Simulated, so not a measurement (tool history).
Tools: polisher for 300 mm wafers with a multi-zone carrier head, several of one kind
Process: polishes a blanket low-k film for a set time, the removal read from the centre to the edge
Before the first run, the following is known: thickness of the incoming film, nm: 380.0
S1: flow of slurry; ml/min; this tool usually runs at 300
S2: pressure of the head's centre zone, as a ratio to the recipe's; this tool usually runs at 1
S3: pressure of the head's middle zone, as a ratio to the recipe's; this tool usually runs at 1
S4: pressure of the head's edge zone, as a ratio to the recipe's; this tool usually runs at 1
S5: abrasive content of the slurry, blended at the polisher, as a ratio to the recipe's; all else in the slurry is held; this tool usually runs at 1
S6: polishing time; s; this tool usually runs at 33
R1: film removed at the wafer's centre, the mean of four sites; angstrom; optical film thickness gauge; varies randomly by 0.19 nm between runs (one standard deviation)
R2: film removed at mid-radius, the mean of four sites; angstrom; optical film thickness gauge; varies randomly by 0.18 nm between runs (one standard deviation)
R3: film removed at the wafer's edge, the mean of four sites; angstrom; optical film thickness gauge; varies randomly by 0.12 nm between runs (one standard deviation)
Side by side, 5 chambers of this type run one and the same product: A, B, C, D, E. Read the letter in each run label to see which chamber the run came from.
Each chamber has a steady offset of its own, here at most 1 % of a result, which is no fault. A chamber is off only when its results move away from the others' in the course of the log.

run,hour,S1,S2,S3,S4,S5,S6,R1,R2,R3
# hour 0.6: chamber C: worn pad replaced by a new one
1E,6.7,300,1,1,1,1,33,123.06,126.44,125.85
# hour 8.5: chamber E: worn pad replaced by a new one
# hour 9.6: chamber A: worn pad replaced by a new one
2C,13.4,300,1,1,1,1,33,125.71,131.86,131.07
3B,20,300,1,1,1,1,33,127.63,125.26,127.54
4A,26,300,1,1,1,1,33,129.18,126.84,128.25
5D,33.7,300,1,1,1.05,1,33,124.38,127.2,130.89
6C,38.2,300,1,1,1.05,1,33,125.53,127.96,133.8
7A,44.4,300,1,1,1.05,1,33,131.37,127.76,130.51
8D,48.6,300,1,1,1.05,1,33,128.68,129.18,132.62
9E,53.1,300,1,1,1.05,1,33,125.9,128.56,131.74
10B,59.9,340,1,1,1,1,33,130.11,128.81,127.77
11A,63.9,340,1,1,1,1,33,132.09,129.59,128.09
# hour 66.9: chamber A: centre zone pressure recalibrated
# hour 69.3: chamber D: worn pad replaced by a new one
12C,70.8,340,1,1,1,1,33,129.08,130.74,130.5
13E,77.7,340,1,1,1,1,33,129.23,126.62,130.51
14D,81.2,340,1,1,1,1,33,127.45,131.57,129.17
# hour 86.9: chamber D: centre zone pressure recalibrated
15B,87.4,300,1,1,1,1,33,126.62,126.48,126.35
# hour 89.1: chamber B: worn pad replaced by a new one
# hour 94.8: chamber C: edge zone pressure recalibrated
16B,95.1,300,1,1,1,1,33,125.51,125.91,128.79
# hour 96.3: chamber C: worn pad replaced by a new one
17A,100.1,300,1,1,1,1,33,140.24,130.68,127.28
18D,105.1,300,1,1,1,1,33,127.79,125.34,129.65
19C,111.1,300,1,1,1,1,43,164.62,169.92,168.23
20E,117.1,300,1,1,1,1,43,162.29,166.09,163.4
21D,121.3,300,1,1,1,1,43,161.75,169.63,167.11
# hour 126.1: chamber A: worn pad replaced by a new one
22C,128.8,300,1,1,1,1,43,169.42,171.32,164.97
# hour 130.9: chamber E: worn pad replaced by a new one
23B,134,300,1,1,1,1,43,170.32,163.37,165.97
24A,138.4,210,1,1,1,0.9,33,124.37,116.71,118.7
25E,142.2,210,1,1,1,0.9,33,115.34,116.2,119.49
26A,145.7,210,1,1,1,0.9,33,126.95,116.74,117.25
27B,150.7,210,1,1,1,0.9,33,115.92,115.21,117.38
# hour 153.8: chamber C: centre zone pressure recalibrated
28D,157.2,210,1,1,1,0.9,33,117.54,116.2,119.11
# hour 157.4: chamber D: worn pad replaced by a new one
29E,162.3,300,1,1.04,1,1,28,113.16,111.96,110.09
# hour 166.7: chamber B: worn pad replaced by a new one
30C,168.6,300,1,1.04,1,1,28,111.3,112.53,110.63
31C,174.2,300,1,1.04,1,1,28,111.17,112.92,109.99
32B,180.2,300,1,1.04,1,1,28,108.95,112.03,109.42
33E,183.9,300,1,1.04,1,1,28,105.41,112.58,112.12
34D,188.7,300,1,1,1,1,33,129.11,128.62,130.66
35A,192.2,300,1,1,1,1,33,138.83,128.66,126.45
36D,198.2,225,1,1,1,1,33,123.72,123.04,125.07
37B,203,225,1,1,1,1,33,124.75,120.02,123.66

Decide between three cases: one chamber stands off from its peers, the gauge reading all wafers drifts, or nothing is wrong past each chamber's small offset. Where a chamber is off, say which and what most likely put it there.

After it was serviced, chamber A no longer matches the other chambers.
Cause: centre zone's pressure above its setpoint, % = 8.81.

Here are 4 candidates for chamber A's next run, each the usual settings with a change, their results left as question marks. Which one brings its results back in line with what the others give on the usual settings?
Maximum distance from the other chambers' mean on the usual settings for a result to count as in line: R1 6.6 angstrom; R2 6.1 angstrom; R3 4.3 angstrom
38A-1,208.6,295,0.93,1.01,1.03,1,33,?,?,?
38A-2,208.6,290,0.85,1.02,1.06,1,33,?,?,?
38A-3,208.6,305,1.07,0.99,0.97,1,33,?,?,?
38A-4,208.6,315,1.17,0.98,0.94,1,33,?,?,?

Usual-settings mean across the other chambers: R1 127.74 angstrom; R2 127.56 angstrom; R3 128.26 angstrom
run,R1,R2,R3
38A-1,128.71,128.77,128.44
38A-2,116.16,129.73,130.2
38A-3,150.83,126.82,124.86
38A-4,166.89,126.02,123.21
With 38A-1, the chamber falls back in line with the rest.
